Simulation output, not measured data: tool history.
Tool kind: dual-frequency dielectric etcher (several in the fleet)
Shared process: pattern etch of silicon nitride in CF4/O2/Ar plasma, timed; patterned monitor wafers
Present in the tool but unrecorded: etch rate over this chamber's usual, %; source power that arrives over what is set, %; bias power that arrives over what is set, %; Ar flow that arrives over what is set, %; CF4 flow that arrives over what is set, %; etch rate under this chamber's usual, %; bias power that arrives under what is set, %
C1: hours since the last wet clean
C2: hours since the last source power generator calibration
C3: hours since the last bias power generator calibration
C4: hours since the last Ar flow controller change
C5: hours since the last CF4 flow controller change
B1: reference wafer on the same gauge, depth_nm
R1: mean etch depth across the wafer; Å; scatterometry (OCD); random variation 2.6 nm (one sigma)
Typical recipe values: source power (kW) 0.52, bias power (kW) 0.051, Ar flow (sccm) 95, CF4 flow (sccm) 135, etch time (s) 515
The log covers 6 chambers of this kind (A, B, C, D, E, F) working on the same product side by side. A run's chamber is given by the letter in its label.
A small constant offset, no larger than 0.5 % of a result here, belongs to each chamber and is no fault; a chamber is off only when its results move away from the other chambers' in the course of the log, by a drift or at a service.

{"run": "1A", "hour": 12.5, "source power (kW)": 0.52, "bias power (kW)": 0.051, "Ar flow (sccm)": 95, "CF4 flow (sccm)": 135, "etch time (s)": 515, "C1": 353.2, "C2": 1510.1, "C3": 1019.9, "C4": 3323, "C5": 1353.1, "B1": 1269.5, "R1": 10557}
{"run": "2C", "hour": 28.3, "source power (kW)": 0.52, "bias power (kW)": 0.051, "Ar flow (sccm)": 95, "CF4 flow (sccm)": 135, "etch time (s)": 515, "C1": 326, "C2": 1808.9, "C3": 1991.8, "C4": 940.3, "C5": 1878.4, "B1": 1269.5, "R1": 10634}
{"run": "3E", "hour": 39.2, "source power (kW)": 0.52, "bias power (kW)": 0.051, "Ar flow (sccm)": 95, "CF4 flow (sccm)": 135, "etch time (s)": 515, "C1": 317.8, "C2": 1844.9, "C3": 473.3, "C4": 2023.3, "C5": 3447.7, "B1": 1269.4, "R1": 10656}
{"run": "4F", "hour": 55.4, "source power (kW)": 0.52, "bias power (kW)": 0.051, "Ar flow (sccm)": 95, "CF4 flow (sccm)": 135, "etch time (s)": 515, "C1": 301.9, "C2": 2250, "C3": 1573.7, "C4": 358.3, "C5": 2059.1, "B1": 1269.5, "R1": 10650}
{"run": "5D", "hour": 69.6, "source power (kW)": 0.52, "bias power (kW)": 0.051, "Ar flow (sccm)": 79, "CF4 flow (sccm)": 152, "etch time (s)": 515, "C1": 176, "C2": 5254, "C3": 3523.6, "C4": 2785.9, "C5": 4381.5, "B1": 1269.5, "R1": 10928}
{"run": "6B", "hour": 83.6, "source power (kW)": 0.52, "bias power (kW)": 0.051, "Ar flow (sccm)": 79, "CF4 flow (sccm)": 152, "etch time (s)": 515, "C1": 326.6, "C2": 519.2, "C3": 1401.3, "C4": 4070, "C5": 1630.6, "B1": 1270.3, "R1": 10969}
{"hour": 87.7, "done": "chamber A: wet clean of the chamber"}
{"run": "7B", "hour": 92.0, "source power (kW)": 0.52, "bias power (kW)": 0.051, "Ar flow (sccm)": 79, "CF4 flow (sccm)": 152, "etch time (s)": 515, "C1": 335, "C2": 527.6, "C3": 1409.7, "C4": 4078.4, "C5": 1639, "B1": 1269.8, "R1": 11013}
{"run": "8C", "hour": 103.9, "source power (kW)": 0.52, "bias power (kW)": 0.051, "Ar flow (sccm)": 79, "CF4 flow (sccm)": 152, "etch time (s)": 515, "C1": 401.6, "C2": 1884.5, "C3": 2067.4, "C4": 1015.9, "C5": 1954, "B1": 1269.5, "R1": 10901}
{"run": "9A", "hour": 119.0, "source power (kW)": 0.52, "bias power (kW)": 0.051, "Ar flow (sccm)": 79, "CF4 flow (sccm)": 152, "etch time (s)": 515, "C1": 31.3, "C2": 1616.6, "C3": 1126.4, "C4": 3429.5, "C5": 1459.6, "B1": 1269.4, "R1": 10946}
{"hour": 122.2, "done": "chamber C: wet clean of the chamber"}
{"run": "10D", "hour": 129.9, "source power (kW)": 0.52, "bias power (kW)": 0.051, "Ar flow (sccm)": 79, "CF4 flow (sccm)": 152, "etch time (s)": 515, "C1": 236.3, "C2": 5314.3, "C3": 3583.9, "C4": 2846.2, "C5": 4441.8, "B1": 1270.1, "R1": 10882}
{"run": "11F", "hour": 144.7, "source power (kW)": 0.52, "bias power (kW)": 0.045, "Ar flow (sccm)": 95, "CF4 flow (sccm)": 135, "etch time (s)": 585, "C1": 391.2, "C2": 2339.3, "C3": 1663, "C4": 447.6, "C5": 2148.4, "B1": 1270, "R1": 11568}
{"hour": 145.6, "done": "chamber B: wet clean of the chamber"}
{"hour": 151.6, "done": "chamber C: source power generator calibrated"}
{"run": "12E", "hour": 160.0, "source power (kW)": 0.52, "bias power (kW)": 0.045, "Ar flow (sccm)": 95, "CF4 flow (sccm)": 135, "etch time (s)": 585, "C1": 438.6, "C2": 1965.7, "C3": 594.1, "C4": 2144.1, "C5": 3568.5, "B1": 1270.1, "R1": 11589}
{"run": "13A", "hour": 168.6, "source power (kW)": 0.52, "bias power (kW)": 0.045, "Ar flow (sccm)": 95, "CF4 flow (sccm)": 135, "etch time (s)": 585, "C1": 80.9, "C2": 1666.2, "C3": 1176, "C4": 3479.1, "C5": 1509.2, "B1": 1269.4, "R1": 11530}
{"hour": 176.9, "done": "chamber F: source power generator calibrated"}
{"run": "14E", "hour": 182.9, "source power (kW)": 0.52, "bias power (kW)": 0.045, "Ar flow (sccm)": 95, "CF4 flow (sccm)": 135, "etch time (s)": 585, "C1": 461.5, "C2": 1988.6, "C3": 617, "C4": 2167, "C5": 3591.4, "B1": 1270.4, "R1": 11599}
{"run": "15F", "hour": 195.1, "source power (kW)": 0.52, "bias power (kW)": 0.045, "Ar flow (sccm)": 95, "CF4 flow (sccm)": 135, "etch time (s)": 585, "C1": 441.6, "C2": 18.2, "C3": 1713.4, "C4": 498, "C5": 2198.8, "B1": 1270.2, "R1": 11577}
{"run": "16C", "hour": 203.0, "source power (kW)": 0.52, "bias power (kW)": 0.045, "Ar flow (sccm)": 95, "CF4 flow (sccm)": 135, "etch time (s)": 585, "C1": 80.9, "C2": 51.5, "C3": 2166.5, "C4": 1115, "C5": 2053.1, "B1": 1270.1, "R1": 11471}
{"run": "17D", "hour": 211.9, "source power (kW)": 0.52, "bias power (kW)": 0.051, "Ar flow (sccm)": 104, "CF4 flow (sccm)": 161, "etch time (s)": 515, "C1": 318.3, "C2": 5396.3, "C3": 3665.9, "C4": 2928.2, "C5": 4523.8, "B1": 1269.3, "R1": 10720}
{"run": "18B", "hour": 227.8, "source power (kW)": 0.52, "bias power (kW)": 0.051, "Ar flow (sccm)": 104, "CF4 flow (sccm)": 161, "etch time (s)": 515, "C1": 82.3, "C2": 663.4, "C3": 1545.5, "C4": 4214.2, "C5": 1774.8, "B1": 1269.4, "R1": 10750}
{"run": "19E", "hour": 243.0, "source power (kW)": 0.52, "bias power (kW)": 0.051, "Ar flow (sccm)": 104, "CF4 flow (sccm)": 161, "etch time (s)": 515, "C1": 521.6, "C2": 2048.7, "C3": 677.1, "C4": 2227.1, "C5": 3651.5, "B1": 1269.9, "R1": 10778}
{"hour": 256.6, "done": "chamber E: wet clean of the chamber"}
{"run": "20A", "hour": 258.1, "source power (kW)": 0.52, "bias power (kW)": 0.051, "Ar flow (sccm)": 104, "CF4 flow (sccm)": 161, "etch time (s)": 515, "C1": 170.4, "C2": 1755.7, "C3": 1265.5, "C4": 3568.6, "C5": 1598.7, "B1": 1270.8, "R1": 10723}
{"run": "21D", "hour": 271.9, "source power (kW)": 0.52, "bias power (kW)": 0.051, "Ar flow (sccm)": 104, "CF4 flow (sccm)": 161, "etch time (s)": 515, "C1": 378.3, "C2": 5456.3, "C3": 3725.9, "C4": 2988.2, "C5": 4583.8, "B1": 1270, "R1": 10753}
{"run": "22B", "hour": 286.9, "source power (kW)": 0.52, "bias power (kW)": 0.051, "Ar flow (sccm)": 104, "CF4 flow (sccm)": 161, "etch time (s)": 515, "C1": 141.4, "C2": 722.5, "C3": 1604.6, "C4": 4273.3, "C5": 1833.9, "B1": 1270, "R1": 10755}
{"hour": 287.4, "done": "chamber A: Ar flow controller replaced"}
{"hour": 298.0, "done": "chamber F: wet clean of the chamber"}
{"run": "23C", "hour": 302.2, "source power (kW)": 0.52, "bias power (kW)": 0.051, "Ar flow (sccm)": 95, "CF4 flow (sccm)": 135, "etch time (s)": 515, "C1": 180.1, "C2": 150.7, "C3": 2265.7, "C4": 1214.2, "C5": 2152.3, "B1": 1270, "R1": 10615}
{"run": "24F", "hour": 317.8, "source power (kW)": 0.52, "bias power (kW)": 0.051, "Ar flow (sccm)": 95, "CF4 flow (sccm)": 135, "etch time (s)": 515, "C1": 19.8, "C2": 140.9, "C3": 1836.1, "C4": 620.7, "C5": 2321.5, "B1": 1269.8, "R1": 10639}
{"run": "25A", "hour": 328.5, "source power (kW)": 0.52, "bias power (kW)": 0.051, "Ar flow (sccm)": 95, "CF4 flow (sccm)": 135, "etch time (s)": 515, "C1": 240.8, "C2": 1826.1, "C3": 1335.9, "C4": 41.1, "C5": 1669.1, "B1": 1270.4, "R1": 10641}
{"run": "26F", "hour": 340.0, "source power (kW)": 0.52, "bias power (kW)": 0.051, "Ar flow (sccm)": 95, "CF4 flow (sccm)": 135, "etch time (s)": 515, "C1": 42, "C2": 163.1, "C3": 1858.3, "C4": 642.9, "C5": 2343.7, "B1": 1269.2, "R1": 10698}
{"hour": 350.1, "done": "chamber C: bias power generator calibrated"}
{"hour": 350.4, "done": "chamber D: source power generator calibrated"}
{"run": "27E", "hour": 351.9, "source power (kW)": 0.52, "bias power (kW)": 0.051, "Ar flow (sccm)": 95, "CF4 flow (sccm)": 135, "etch time (s)": 515, "C1": 95.3, "C2": 2157.6, "C3": 786, "C4": 2336, "C5": 3760.4, "B1": 1270.5, "R1": 10384}
{"run": "28D", "hour": 361.6, "source power (kW)": 0.52, "bias power (kW)": 0.051, "Ar flow (sccm)": 95, "CF4 flow (sccm)": 135, "etch time (s)": 515, "C1": 468, "C2": 11.3, "C3": 3815.6, "C4": 3077.9, "C5": 4673.5, "B1": 1270.5, "R1": 10600}
{"run": "29C", "hour": 375.6, "source power (kW)": 0.52, "bias power (kW)": 0.051, "Ar flow (sccm)": 95, "CF4 flow (sccm)": 135, "etch time (s)": 515, "C1": 253.5, "C2": 224.1, "C3": 25.6, "C4": 1287.6, "C5": 2225.7, "B1": 1270.3, "R1": 10559}
{"run": "30B", "hour": 392.0, "source power (kW)": 0.52, "bias power (kW)": 0.051, "Ar flow (sccm)": 95, "CF4 flow (sccm)": 135, "etch time (s)": 515, "C1": 246.5, "C2": 827.6, "C3": 1709.7, "C4": 4378.4, "C5": 1939, "B1": 1270.5, "R1": 10675}
{"run": "31C", "hour": 408.3, "source power (kW)": 0.52, "bias power (kW)": 0.06, "Ar flow (sccm)": 95, "CF4 flow (sccm)": 135, "etch time (s)": 394.5, "C1": 286.2, "C2": 256.8, "C3": 58.3, "C4": 1320.3, "C5": 2258.4, "B1": 1270.2, "R1": 8607.8}
{"run": "32A", "hour": 416.0, "source power (kW)": 0.52, "bias power (kW)": 0.06, "Ar flow (sccm)": 95, "CF4 flow (sccm)": 135, "etch time (s)": 394.5, "C1": 328.3, "C2": 1913.6, "C3": 1423.4, "C4": 128.6, "C5": 1756.6, "B1": 1269.6, "R1": 8594.3}
{"run": "33D", "hour": 425.8, "source power (kW)": 0.52, "bias power (kW)": 0.06, "Ar flow (sccm)": 95, "CF4 flow (sccm)": 135, "etch time (s)": 394.5, "C1": 532.2, "C2": 75.5, "C3": 3879.8, "C4": 3142.1, "C5": 4737.7, "B1": 1270.6, "R1": 8594.1}
{"run": "34F", "hour": 433.2, "source power (kW)": 0.52, "bias power (kW)": 0.06, "Ar flow (sccm)": 95, "CF4 flow (sccm)": 135, "etch time (s)": 394.5, "C1": 135.2, "C2": 256.3, "C3": 1951.5, "C4": 736.1, "C5": 2436.9, "B1": 1270.6, "R1": 8681.3}
{"run": "35B", "hour": 443.5, "source power (kW)": 0.52, "bias power (kW)": 0.06, "Ar flow (sccm)": 95, "CF4 flow (sccm)": 135, "etch time (s)": 394.5, "C1": 298, "C2": 879.1, "C3": 1761.2, "C4": 4429.9, "C5": 1990.5, "B1": 1269.5, "R1": 8606.6}
{"run": "36E", "hour": 452.7, "source power (kW)": 0.52, "bias power (kW)": 0.06, "Ar flow (sccm)": 95, "CF4 flow (sccm)": 135, "etch time (s)": 394.5, "C1": 196.1, "C2": 2258.4, "C3": 886.8, "C4": 2436.8, "C5": 3861.2, "B1": 1270.2, "R1": 8429.4}

Has any chamber moved away from the others, gradually or after a service, or does the common gauge drift, or do the chambers differ only by their own small steady offsets? State the chamber and the most likely cause if one applies.

Chamber E came out of a service off from its peers and stayed that way.
Most likely cause: etch rate under this chamber's usual, % = 2.77.

Below are 4 candidate recipes for chamber E's next run, each the usual settings with a change, their results shown as question marks. Which of them brings E's results back in line with what the other chambers give on the usual settings?
Counts as in line when no further than this from what the other chambers average on the usual settings: R1 92 Å
{"run": "37E-1", "hour": 464.4, "source power (kW)": 0.52, "bias power (kW)": 0.051, "Ar flow (sccm)": 95, "CF4 flow (sccm)": 135, "etch time (s)": 510.5, "R1": "?"}
{"run": "37E-2", "hour": 464.4, "source power (kW)": 0.52, "bias power (kW)": 0.051, "Ar flow (sccm)": 95, "CF4 flow (sccm)": 135, "etch time (s)": 519.5, "R1": "?"}
{"run": "37E-3", "hour": 464.4, "source power (kW)": 0.52, "bias power (kW)": 0.051, "Ar flow (sccm)": 95, "CF4 flow (sccm)": 110, "etch time (s)": 515, "R1": "?"}
{"run": "37E-4", "hour": 464.4, "source power (kW)": 0.52, "bias power (kW)": 0.051, "Ar flow (sccm)": 95, "CF4 flow (sccm)": 135, "etch time (s)": 527.5, "R1": "?"}

Average result of the remaining chambers running the usual settings: R1 10622 Å
run=37E-1 R1=10268
run=37E-2 R1=10449
run=37E-3 R1=10127
run=37E-4 R1=10610
It is 37E-4 that realigns the chamber with its peers.
